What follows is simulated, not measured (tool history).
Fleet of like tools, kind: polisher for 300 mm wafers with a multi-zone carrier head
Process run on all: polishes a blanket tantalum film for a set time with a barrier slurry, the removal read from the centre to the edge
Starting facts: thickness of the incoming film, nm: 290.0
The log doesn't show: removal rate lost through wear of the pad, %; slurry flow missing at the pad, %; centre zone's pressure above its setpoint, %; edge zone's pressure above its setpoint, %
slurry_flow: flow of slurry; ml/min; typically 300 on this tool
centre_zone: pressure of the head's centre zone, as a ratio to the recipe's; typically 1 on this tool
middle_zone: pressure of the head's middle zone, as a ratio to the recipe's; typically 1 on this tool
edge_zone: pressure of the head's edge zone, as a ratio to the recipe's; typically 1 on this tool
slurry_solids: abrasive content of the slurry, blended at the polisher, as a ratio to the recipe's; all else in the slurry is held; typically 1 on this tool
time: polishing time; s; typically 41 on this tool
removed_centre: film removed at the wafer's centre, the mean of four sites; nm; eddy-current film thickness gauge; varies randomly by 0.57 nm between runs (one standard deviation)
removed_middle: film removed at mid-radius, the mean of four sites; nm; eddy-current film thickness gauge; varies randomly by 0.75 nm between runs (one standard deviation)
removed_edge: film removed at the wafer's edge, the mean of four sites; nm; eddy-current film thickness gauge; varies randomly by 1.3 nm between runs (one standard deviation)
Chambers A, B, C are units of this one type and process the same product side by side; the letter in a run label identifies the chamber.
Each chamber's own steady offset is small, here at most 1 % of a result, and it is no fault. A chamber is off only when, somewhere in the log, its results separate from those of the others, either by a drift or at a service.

run   hour  slurry_flow  centre_zone  middle_zone  edge_zone  slurry_solids  time  wafers polished on this pad  hours since the slurry nozzle was cleaned  hours since the centre zone pressure was calibrated  hours since the edge zone pressure was calibrated  removed_centre  removed_middle  removed_edge
 1B   10.1          300            1            1          1              1    41                          877                                      257.2                                                680.7                                              859.1          84.776          87.164        84.475
        16  -- chamber C: worn pad replaced by a new one
 2C   17.5          300            1            1          1              1    41                           14                                       78.8                                                 72.8                                              188.5          85.789           85.85        86.407
      17.7  -- chamber B: worn pad replaced by a new one
      20.7  -- chamber A: worn pad replaced by a new one
 3A   29.2          300            1            1          1              1    41                           83                                      269.6                                                 40.7                                                784          87.007          85.454        84.538
      33.3  -- chamber A: slurry nozzle cleaned
 4A   35.8          300            1            1          1              1    41                          148                                        2.5                                                 47.3                                              790.6          86.246          86.505        85.284
 5C   43.7          300            1            1          1              1    41                          271                                        105                                                   99                                              214.7          85.594           86.17        84.925
 6B   56.7          300            1            1          1              1    41                          382                                      303.8                                                727.3                                              905.7          84.637           85.71        87.769
 7B   63.9          300            1            1          1              1    41                          452                                        311                                                734.5                                              912.9          85.845          85.716        86.642
 8C     76          300            1            1          1              1    41                          588                                      137.3                                                131.3                                                247          85.527          85.732        84.486
 9A   85.5          300            1            1          1              1    41                          635                                       52.2                                                   97                                              840.3          86.186          86.191        85.298
      90.9  -- chamber A: edge zone pressure recalibrated
10A   97.6          300            1            1          1              1    41                          753                                       64.3                                                109.1                                                6.8          85.606          86.069        84.368
     102.4  -- chamber C: worn pad replaced by a new one
11C  106.2          300            1            1          1              1    41                           37                                      167.5                                                161.5                                              277.2          84.703          85.277         86.19
     111.4  -- chamber B: worn pad replaced by a new one
12B  115.2          300            1            1          1              1    41                           37                                      362.3                                                785.8                                              964.2          85.324          85.701        85.138
     119.4  -- chamber A: worn pad replaced by a new one
13B  128.2          300            1            1          1              1    41                          164                                      375.3                                                798.8                                              977.2          84.948          86.058         86.09
14A  134.2          300            1            1          1              1    41                          145                                      100.9                                                145.7                                               43.4           86.28          87.037        84.629
15C  142.2          300            1            1          1              1    41                          390                                      203.5                                                197.5                                              313.2          84.481          85.439        85.582
16A  150.1          300            1            1          1              1    41                          301                                      116.8                                                161.6                                               59.3          86.441          86.514        87.464
17B  157.8          300            1            1          1              1    41                          454                                      404.9                                                828.4                                             1006.8          84.968          85.852        85.915
     160.1  -- chamber C: edge zone pressure recalibrated
18C    166          300            1            1          1              1    41                          623                                      227.3                                                221.3                                                  6           84.74          85.429         86.53
19B  175.6          300            1            1          1              1    41                          629                                      422.7                                                846.2                                             1024.6          85.334           85.77        89.069
20C  184.2          300            1            1          1              1    41                          801                                      245.5                                                239.5                                               24.2          84.444          85.799        86.017
21A    192          370            1            1          1              1    53                          711                                      158.7                                                203.5                                              101.2          113.74          114.71        111.82
     199.1  -- chamber B: worn pad replaced by a new one
22B  199.5          370            1            1          1              1    53                            4                                      446.6                                                870.1                                             1048.5          113.08          112.36        113.31

All chambers now run identical settings, listed one chamber a line with results as question marks. What results will each chamber show?
23A  208.8          300            1         1.08          1              1    41                                                                                                                                                                                               ?               ?             ?
23B  208.8          300            1         1.08          1              1    41                                                                                                                                                                                               ?               ?             ?
23C  208.8          300            1         1.08          1              1    41                                                                                                                                                                                               ?               ?             ?

run  removed_centre  removed_middle  removed_edge
23A          86.512          92.525        84.562
23B          85.555           92.08        85.136
23C          85.172          90.549        85.264

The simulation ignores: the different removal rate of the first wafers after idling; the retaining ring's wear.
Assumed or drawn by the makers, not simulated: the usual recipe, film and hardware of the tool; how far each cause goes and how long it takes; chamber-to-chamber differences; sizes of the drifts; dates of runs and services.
